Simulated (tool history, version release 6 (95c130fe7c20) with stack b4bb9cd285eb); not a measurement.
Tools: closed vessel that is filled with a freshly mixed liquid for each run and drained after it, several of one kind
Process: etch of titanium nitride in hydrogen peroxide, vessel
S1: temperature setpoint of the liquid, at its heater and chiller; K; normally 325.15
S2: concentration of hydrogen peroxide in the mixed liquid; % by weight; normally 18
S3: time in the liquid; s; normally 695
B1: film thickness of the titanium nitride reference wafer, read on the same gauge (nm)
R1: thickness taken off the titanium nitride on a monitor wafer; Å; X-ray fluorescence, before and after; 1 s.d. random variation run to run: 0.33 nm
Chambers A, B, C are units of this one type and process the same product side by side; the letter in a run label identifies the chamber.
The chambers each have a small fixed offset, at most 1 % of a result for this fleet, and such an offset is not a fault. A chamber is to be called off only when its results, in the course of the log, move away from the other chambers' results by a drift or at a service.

Run 1C, hour 4.1: usual settings; B1 130.02. Result: R1 400.72 Å.
Run 2A, hour 8.6: usual settings; B1 130.02. Result: R1 390.82 Å.
Run 3B, hour 10.9: usual settings; B1 130. Result: R1 399.38 Å.
Run 4C, hour 15.2: usual settings; B1 129.96. Result: R1 398.44 Å.
Run 5A, hour 18.7: usual settings; B1 130. Result: R1 392.43 Å.
Run 6B, hour 21.3: usual settings; B1 129.98. Result: R1 396.06 Å.
Run 7C, hour 25.5: usual settings; B1 130.01. Result: R1 391.65 Å.
At hour 26.2: chamber C: thermometer replaced.
Run 8A, hour 29.3: usual settings; B1 129.98. Result: R1 399.72 Å.
Run 9B, hour 32.1: usual settings; B1 129.98. Result: R1 402.4 Å.
Run 10B, hour 35.8: usual settings; B1 130.02. Result: R1 403.29 Å.
Run 11C, hour 40.3: usual settings; B1 129.94. Result: R1 406.85 Å.
Run 12A, hour 43.2: usual settings; B1 129.99. Result: R1 403.77 Å.
Run 13A, hour 46.1: usual settings; B1 129.99. Result: R1 402.89 Å.
Run 14C, hour 50.6: usual settings; B1 130. Result: R1 402.38 Å.
Run 15B, hour 53.4: usual settings; B1 130.02. Result: R1 401.58 Å.
Run 16B, hour 57.7: usual settings; B1 130.03. Result: R1 400.55 Å.
Run 17A, hour 60.8: usual settings; B1 130.02. Result: R1 393.36 Å.
Run 18C, hour 63.3: usual settings; B1 130. Result: R1 400.27 Å.
Run 19A, hour 67.4: usual settings; B1 130.05. Result: R1 387.44 Å.
Run 20B, hour 72.4: usual settings; B1 129.97. Result: R1 408.31 Å.
Run 21C, hour 76.7: usual settings but S1 329.65 K; B1 129.99. Result: R1 549.56 Å.
Run 22C, hour 79.9: usual settings but S1 329.65 K; B1 130. Result: R1 549.09 Å.
Run 23B, hour 84.7: usual settings but S1 329.65 K; B1 130.01. Result: R1 549.46 Å.
Run 24A, hour 87.1: usual settings; B1 130.01. Result: R1 381.3 Å.
Run 25A, hour 92.2: usual settings; B1 130.03. Result: R1 374.47 Å.
Run 26C, hour 94.6: usual settings; B1 130. Result: R1 397.47 Å.
Run 27B, hour 98.1: usual settings; B1 130. Result: R1 398.39 Å.
Run 28A, hour 102.4: usual settings; B1 129.99. Result: R1 372.03 Å.
At hour 104.3: chamber B: thermometer replaced.
Run 29B, hour 106.1: usual settings; B1 130.01. Result: R1 399.06 Å.
Run 30C, hour 109: usual settings; B1 129.95. Result: R1 398.02 Å.
Run 31C, hour 111.3: usual settings; B1 129.97. Result: R1 399.79 Å.
Run 32B, hour 115.8: usual settings; B1 130.01. Result: R1 402.64 Å.
Run 33A, hour 118.9: usual settings; B1 130. Result: R1 373.44 Å.
Run 34C, hour 123.2: usual settings but S1 318.65 K; B1 130.01. Result: R1 249.19 Å.
Run 35A, hour 127.8: usual settings but S1 318.65 K; B1 130.02. Result: R1 223.59 Å.
Run 36B, hour 130.4: usual settings but S1 318.65 K; B1 129.98. Result: R1 251.61 Å.
Run 37B, hour 134: usual settings; B1 130.01. Result: R1 409.79 Å.
Run 38A, hour 136.2: usual settings; B1 130.02. Result: R1 356.03 Å.
Run 39C, hour 140: usual settings; B1 129.98. Result: R1 400.48 Å.

Decide between three cases: one chamber stands off from its peers, the gauge reading all wafers drifts, or nothing is wrong past each chamber's small offset. Where a chamber is off, say which and what most likely put it there.

Chamber A drifts away from the others.
Likeliest cause: liquid colder than its thermometer reads (K) = 1.54.

Here are 4 candidates for chamber A's next run, each the usual settings with a change, their results left as question marks. Which one brings its results back in line with what the others give on the usual settings?
In-line tolerance around the mean of the other chambers on the usual settings: R1 11 Å
Run 40A-1, hour 143.6: usual settings but S3 775 s. Result: R1 ?.
Run 40A-2, hour 143.6: usual settings but S1 325.65 K. Result: R1 ?.
Run 40A-3, hour 143.6: usual settings but S3 670 s. Result: R1 ?.
Run 40A-4, hour 143.6: usual settings but S1 324.15 K, S3 660 s. Result: R1 ?.

The mean the other chambers reach with the usual settings: R1 399.62 Å
  run      R1
40A-1  396.91
40A-2  368.97
40A-3  343.13
40A-4  314.22
Change 40A-1 lands the chamber within the allowed miss of the other chambers.
